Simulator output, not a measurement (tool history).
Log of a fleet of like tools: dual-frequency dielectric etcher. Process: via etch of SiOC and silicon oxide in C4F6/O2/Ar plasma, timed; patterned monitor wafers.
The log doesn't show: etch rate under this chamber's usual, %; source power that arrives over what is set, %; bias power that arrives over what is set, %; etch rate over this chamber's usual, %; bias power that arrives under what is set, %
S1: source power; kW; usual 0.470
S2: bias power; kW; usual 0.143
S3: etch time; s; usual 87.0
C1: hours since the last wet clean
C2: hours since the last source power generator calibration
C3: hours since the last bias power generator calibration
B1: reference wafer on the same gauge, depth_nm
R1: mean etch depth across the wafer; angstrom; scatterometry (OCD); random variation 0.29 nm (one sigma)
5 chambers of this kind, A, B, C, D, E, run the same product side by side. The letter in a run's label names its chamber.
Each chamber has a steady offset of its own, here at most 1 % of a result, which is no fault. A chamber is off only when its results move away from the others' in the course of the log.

| run | hour | S1 | S2 | S3 | C1 | C2 | C3 | B1 | R1 |
|---|---|---|---|---|---|---|---|---|---|
| 1D | 7.4 | 0.470 | 0.143 | 87.0 | 331.2 | 4339.7 | 1170.6 | 114.25 | 981.49 |
| 2A | 19.0 | 0.470 | 0.143 | 87.0 | 31.8 | 1392.0 | 1660.7 | 114.29 | 971.30 |
| 3E | 28.2 | 0.470 | 0.143 | 87.0 | 96.1 | 152.1 | 184.5 | 114.17 | 971.38 |
| 4C | 35.7 | 0.470 | 0.143 | 87.0 | 469.5 | 1769.6 | 2044.7 | 114.16 | 971.88 |
| 5B | 48.6 | 0.470 | 0.143 | 87.0 | 461.8 | 1965.8 | 2581.4 | 114.25 | 986.07 |
|  | 53.2 | chamber B: wet clean of the chamber |
| 6D | 56.6 | 0.470 | 0.143 | 87.0 | 380.4 | 4388.9 | 1219.8 | 114.10 | 979.22 |
| 7C | 69.7 | 0.470 | 0.143 | 87.0 | 503.5 | 1803.6 | 2078.7 | 114.24 | 970.62 |
| 8A | 81.0 | 0.470 | 0.143 | 87.0 | 93.8 | 1454.0 | 1722.7 | 114.22 | 970.61 |
| 9B | 95.0 | 0.470 | 0.143 | 87.0 | 41.9 | 2012.2 | 2627.8 | 114.17 | 985.47 |
| 10E | 105.8 | 0.470 | 0.143 | 87.0 | 173.7 | 229.7 | 262.1 | 114.25 | 974.86 |
| 11D | 115.4 | 0.470 | 0.143 | 87.0 | 439.2 | 4447.7 | 1278.6 | 114.07 | 975.60 |
| 12A | 125.1 | 0.470 | 0.143 | 87.0 | 137.9 | 1498.1 | 1766.8 | 114.20 | 972.07 |
|  | 131.4 | chamber B: source power generator calibrated |
| 13C | 134.7 | 0.470 | 0.143 | 87.0 | 568.5 | 1868.6 | 2143.7 | 114.17 | 973.21 |
| 14E | 143.6 | 0.470 | 0.143 | 87.0 | 211.5 | 267.5 | 299.9 | 114.18 | 975.83 |
| 15B | 154.2 | 0.560 | 0.143 | 100.5 | 101.1 | 22.8 | 2687.0 | 114.26 | 1219.40 |
| 16D | 160.8 | 0.560 | 0.143 | 100.5 | 484.6 | 4493.1 | 1324.0 | 114.23 | 1206.60 |
| 17A | 168.0 | 0.560 | 0.143 | 100.5 | 180.8 | 1541.0 | 1809.7 | 114.23 | 1202.40 |
| 18C | 175.5 | 0.560 | 0.143 | 100.5 | 609.3 | 1909.4 | 2184.5 | 114.22 | 1201.00 |
| 19E | 189.1 | 0.560 | 0.143 | 100.5 | 257.0 | 313.0 | 345.4 | 114.23 | 1205.30 |
| 20B | 196.2 | 0.470 | 0.143 | 87.0 | 143.1 | 64.8 | 2729.0 | 114.20 | 984.69 |
|  | 197.7 | chamber C: wet clean of the chamber |
| 21D | 205.0 | 0.470 | 0.143 | 87.0 | 528.8 | 4537.3 | 1368.2 | 114.26 | 977.16 |
| 22B | 220.0 | 0.470 | 0.143 | 87.0 | 166.9 | 88.6 | 2752.8 | 114.19 | 983.96 |
| 23A | 229.2 | 0.470 | 0.143 | 87.0 | 242.0 | 1602.2 | 1870.9 | 114.21 | 975.40 |
| 24C | 237.0 | 0.470 | 0.143 | 87.0 | 39.4 | 1970.9 | 2246.0 | 114.26 | 967.31 |
| 25E | 249.6 | 0.470 | 0.143 | 87.0 | 317.5 | 373.5 | 405.9 | 114.11 | 977.19 |
| 26E | 264.7 | 0.410 | 0.143 | 107.5 | 332.6 | 388.6 | 421.0 | 114.10 | 1134.80 |
| 27C | 276.0 | 0.410 | 0.143 | 107.5 | 78.4 | 2009.9 | 2285.0 | 114.10 | 1136.00 |
| 28D | 284.9 | 0.410 | 0.143 | 107.5 | 608.7 | 4617.2 | 1448.1 | 114.14 | 1132.30 |
| 29B | 296.6 | 0.410 | 0.143 | 107.5 | 243.5 | 165.2 | 2829.4 | 114.19 | 1149.60 |
| 30A | 303.4 | 0.410 | 0.143 | 107.5 | 316.2 | 1676.4 | 1945.1 | 114.17 | 1140.30 |
| 31B | 316.0 | 0.470 | 0.143 | 87.0 | 262.9 | 184.6 | 2848.8 | 114.19 | 988.80 |
| 32E | 324.3 | 0.470 | 0.173 | 71.0 | 392.2 | 448.2 | 480.6 | 114.20 | 842.58 |
| 33C | 337.2 | 0.470 | 0.173 | 71.0 | 139.6 | 2071.1 | 2346.2 | 114.23 | 846.21 |
| 34A | 346.3 | 0.470 | 0.173 | 71.0 | 359.1 | 1719.3 | 1988.0 | 114.22 | 843.13 |
| 35D | 357.1 | 0.470 | 0.173 | 71.0 | 680.9 | 4689.4 | 1520.3 | 114.15 | 827.04 |
| 36A | 371.1 | 0.470 | 0.173 | 71.0 | 383.9 | 1744.1 | 2012.8 | 114.21 | 838.09 |
| 37C | 385.5 | 0.470 | 0.143 | 87.0 | 187.9 | 2119.4 | 2394.5 | 114.26 | 971.35 |
|  | 398.3 | chamber E: wet clean of the chamber |
| 38B | 400.1 | 0.470 | 0.143 | 87.0 | 347.0 | 268.7 | 2932.9 | 114.22 | 984.68 |
| 39D | 412.6 | 0.470 | 0.143 | 87.0 | 736.4 | 4744.9 | 1575.8 | 114.29 | 955.24 |
| 40E | 423.6 | 0.470 | 0.143 | 87.0 | 25.4 | 547.5 | 579.9 | 114.29 | 970.61 |
| 41A | 431.4 | 0.470 | 0.143 | 87.0 | 444.2 | 1804.4 | 2073.1 | 114.23 | 974.27 |

All 5 chambers run these settings next. Forecast each chamber's results:
| 42A | 442.4 | 0.470 | 0.143 | 87.0 |  |  |  |  | ? |
| 42B | 442.4 | 0.470 | 0.143 | 87.0 |  |  |  |  | ? |
| 42C | 442.4 | 0.470 | 0.143 | 87.0 |  |  |  |  | ? |
| 42D | 442.4 | 0.470 | 0.143 | 87.0 |  |  |  |  | ? |
| 42E | 442.4 | 0.470 | 0.143 | 87.0 |  |  |  |  | ? |

| run | R1 |
|---|---|
| 42A | 971.81 |
| 42B | 982.15 |
| 42C | 970.10 |
| 42D | 952.73 |
| 42E | 976.12 |

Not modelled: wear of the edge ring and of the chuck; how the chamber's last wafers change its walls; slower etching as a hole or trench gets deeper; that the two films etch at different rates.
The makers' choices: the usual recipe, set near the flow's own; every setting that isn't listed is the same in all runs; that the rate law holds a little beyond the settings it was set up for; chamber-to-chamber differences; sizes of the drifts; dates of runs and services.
